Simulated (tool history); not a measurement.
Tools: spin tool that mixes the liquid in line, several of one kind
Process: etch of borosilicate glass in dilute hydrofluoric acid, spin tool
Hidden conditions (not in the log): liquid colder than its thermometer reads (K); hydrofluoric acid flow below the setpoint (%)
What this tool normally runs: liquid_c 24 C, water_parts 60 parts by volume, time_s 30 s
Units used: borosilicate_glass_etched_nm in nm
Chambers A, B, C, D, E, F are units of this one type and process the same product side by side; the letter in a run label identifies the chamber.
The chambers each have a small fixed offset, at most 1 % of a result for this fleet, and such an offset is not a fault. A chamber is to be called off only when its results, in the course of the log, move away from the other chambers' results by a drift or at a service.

run,hour,liquid_c,water_parts,time_s,hours since the thermometer was replaced,hours since the hydrofluoric acid flow meter was replaced,"read-back film thickness of the borosilicate glass reference wafer, read on the same gauge (nm)",borosilicate_glass_etched_nm
1A,4.6,24,60,30,3079.7,1008.6,59.983,22.159
2E,8.4,24,60,30,150.1,960.3,60.009,22.416
3D,13.5,24,60,30,284.8,152,59.993,22.609
4F,18.7,24,60,30,94.4,70.1,60,22.136
5B,25.1,24,60,30,28.2,425.2,59.984,22.345
6C,29.1,24,60,30,120.7,57.5,60.052,22.382
7B,34.3,26,80,30,37.4,434.4,59.991,17.688
8A,38.2,26,80,30,3113.3,1042.2,60.007,17.849
9E,42.4,26,80,30,184.1,994.3,60.034,17.923
10F,49.8,26,80,30,125.5,101.2,59.984,17.533
11D,55.6,26,80,30,326.9,194.1,60.011,17.786
12C,63.2,26,80,30,154.8,91.6,59.985,18.096
13E,70.6,24,60,30,212.3,1022.5,59.984,22.249
14F,75.4,24,60,30,151.1,126.8,59.995,22.519
15B,82.3,24,60,30,85.4,482.4,60.04,21.623
16C,87.2,24,60,30,178.8,115.6,59.993,22.624
17A,91,24,60,30,3166.1,1095,59.999,22.434
18D,97.1,24,60,30,368.4,235.6,59.993,22.041
19F,102.5,24,60,30,178.2,153.9,59.984,22.391
20C,109.1,24,60,30,200.7,137.5,59.975,22.861
21D,115.1,24,85,30,386.4,253.6,59.992,15.186
22A,120.6,24,85,30,3195.7,1124.6,60.052,15.636
23E,124.1,24,85,30,265.8,1076,60.004,15.577
24B,127.5,24,85,30,130.6,527.6,60.023,14.688
25C,135.3,24,85,30,226.9,163.7,60.019,15.497
26D,142,24,85,30,413.3,280.5,60.006,15.21
27A,149.3,24,60,30,3224.4,1153.3,59.98,22.656
28B,153.1,24,60,30,156.2,553.2,60.025,21.091
29F,158.8,24,60,30,234.5,210.2,60.005,22.631
30E,162.2,24,60,30,303.9,1114.1,59.971,22.359
31F,166.1,29,75,30,241.8,217.5,59.973,21.398
32C,172,29,75,30,263.6,200.4,60.009,21.478
33E,178.9,29,75,30,320.6,1130.8,60.006,21.344
34A,182.2,29,75,30,3257.3,1186.2,60.035,21.754
35D,187.4,29,75,30,458.7,325.9,59.975,21.294
36B,193.4,29,75,30,196.5,593.5,59.989,19.81
37E,197,24,60,30,338.7,1148.9,60.014,22.281
38A,204.3,24,60,30,3279.4,1208.3,60.035,22.121
39F,207.7,24,60,30,283.4,259.1,59.98,22.08

Next, all 6 chambers run the settings below, one line each with question marks for the results. What does each chamber give?
40A,213.3,24,60,30,,,,?
40B,213.3,24,60,30,,,,?
40C,213.3,24,60,30,,,,?
40D,213.3,24,60,30,,,,?
40E,213.3,24,60,30,,,,?
40F,213.3,24,60,30,,,,?

run,borosilicate_glass_etched_nm
40A,22.303
40B,20.292
40C,22.605
40D,22.266
40E,22.326
40F,22.498
